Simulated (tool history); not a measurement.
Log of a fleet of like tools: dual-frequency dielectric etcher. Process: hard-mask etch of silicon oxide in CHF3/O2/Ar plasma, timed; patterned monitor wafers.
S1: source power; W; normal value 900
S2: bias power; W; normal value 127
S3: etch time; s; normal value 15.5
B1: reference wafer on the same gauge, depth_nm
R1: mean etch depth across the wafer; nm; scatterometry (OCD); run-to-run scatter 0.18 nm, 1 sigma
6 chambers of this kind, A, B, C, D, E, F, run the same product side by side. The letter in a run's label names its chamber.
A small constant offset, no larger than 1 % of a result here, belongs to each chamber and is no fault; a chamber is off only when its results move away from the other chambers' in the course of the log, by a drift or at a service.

run 1E hour=10.7 | S1=900 S2=127 S3=15.5 | B1=36.95 | R1=32.467
-- hour=16.9 chamber A: wet clean of the chamber
run 2C hour=23.8 | S1=900 S2=127 S3=15.5 | B1=36.91 | R1=32.43
run 3F hour=34.5 | S1=900 S2=127 S3=15.5 | B1=36.934 | R1=32.145
run 4A hour=43.2 | S1=900 S2=127 S3=15.5 | B1=36.863 | R1=32.048
run 5B hour=50.4 | S1=900 S2=127 S3=15.5 | B1=36.958 | R1=32.354
run 6D hour=59.3 | S1=900 S2=127 S3=15.5 | B1=36.892 | R1=32.12
-- hour=67.5 chamber D: source power generator calibrated
run 7F hour=69.9 | S1=900 S2=127 S3=15.5 | B1=36.895 | R1=32.002
-- hour=70.2 chamber E: wet clean of the chamber
run 8E hour=84.3 | S1=900 S2=127 S3=15.5 | B1=36.921 | R1=32.146
run 9D hour=100 | S1=900 S2=127 S3=15.5 | B1=36.881 | R1=32.251
run 10C hour=112.9 | S1=900 S2=127 S3=15.5 | B1=36.86 | R1=32.181
-- hour=125 chamber A: source power generator calibrated
run 11B hour=127.9 | S1=900 S2=127 S3=15.5 | B1=36.93 | R1=32.532
run 12A hour=142.3 | S1=1070 S2=127 S3=11 | B1=36.925 | R1=24.402
run 13F hour=156.1 | S1=1070 S2=127 S3=11 | B1=36.943 | R1=24.496
run 14D hour=168.3 | S1=1070 S2=127 S3=11 | B1=36.934 | R1=24.375
run 15E hour=177.7 | S1=1070 S2=127 S3=11 | B1=36.835 | R1=24.774
run 16C hour=187.8 | S1=1070 S2=127 S3=11 | B1=36.828 | R1=24.336
-- hour=191.8 chamber C: wet clean of the chamber
run 17A hour=200.2 | S1=1070 S2=127 S3=11 | B1=36.909 | R1=24.528
run 18B hour=215.1 | S1=1030 S2=127 S3=13 | B1=36.972 | R1=28.603
run 19E hour=229.1 | S1=1030 S2=127 S3=13 | B1=36.894 | R1=28.441
-- hour=232.4 chamber B: wet clean of the chamber
run 20B hour=237.8 | S1=1030 S2=127 S3=13 | B1=36.883 | R1=28.69
-- hour=242 chamber F: wet clean of the chamber
run 21F hour=252.2 | S1=1030 S2=127 S3=13 | B1=36.929 | R1=28.735
run 22A hour=260.9 | S1=1030 S2=127 S3=13 | B1=36.817 | R1=28.303
run 23C hour=273.8 | S1=1030 S2=127 S3=13 | B1=36.952 | R1=28.1
run 24D hour=281.6 | S1=760 S2=127 S3=19 | B1=36.901 | R1=36.805
run 25F hour=294.2 | S1=760 S2=127 S3=19 | B1=36.94 | R1=36.931
run 26A hour=308.1 | S1=760 S2=127 S3=19 | B1=36.903 | R1=36.714
run 27B hour=323.8 | S1=760 S2=127 S3=19 | B1=36.926 | R1=37.158
run 28C hour=335.2 | S1=760 S2=127 S3=19 | B1=36.9 | R1=36.75
-- hour=335.7 chamber A: wet clean of the chamber
run 29E hour=345.1 | S1=760 S2=127 S3=19 | B1=36.863 | R1=37.524
run 30D hour=353.7 | S1=900 S2=127 S3=15.5 | B1=36.876 | R1=31.914
run 31A hour=361.2 | S1=900 S2=127 S3=15.5 | B1=36.944 | R1=31.558
run 32F hour=372.2 | S1=900 S2=127 S3=15.5 | B1=36.894 | R1=31.857
run 33D hour=379.1 | S1=900 S2=127 S3=15.5 | B1=36.911 | R1=32.121
run 34E hour=391.6 | S1=900 S2=127 S3=15.5 | B1=36.899 | R1=32.284
run 35B hour=406.9 | S1=900 S2=127 S3=15.5 | B1=36.888 | R1=32.333
run 36C hour=414.2 | S1=900 S2=127 S3=15.5 | B1=36.853 | R1=31.883
run 37E hour=427.4 | S1=900 S2=127 S3=15.5 | B1=36.921 | R1=32.158
run 38D hour=437.1 | S1=900 S2=127 S3=15.5 | B1=36.908 | R1=32.195
run 39B hour=444.5 | S1=900 S2=127 S3=15.5 | B1=36.867 | R1=32.249
run 40F hour=460.2 | S1=900 S2=127 S3=19 | B1=36.902 | R1=39.987
run 41A hour=470 | S1=900 S2=127 S3=19 | B1=36.81 | R1=39.036

Decide between three cases: one chamber stands off from its peers, the gauge reading all wafers drifts, or nothing is wrong past each chamber's small offset. Where a chamber is off, say which and what most likely put it there.

Nothing is wrong: each chamber keeps only its own small, steady offset and the gauge holds still.
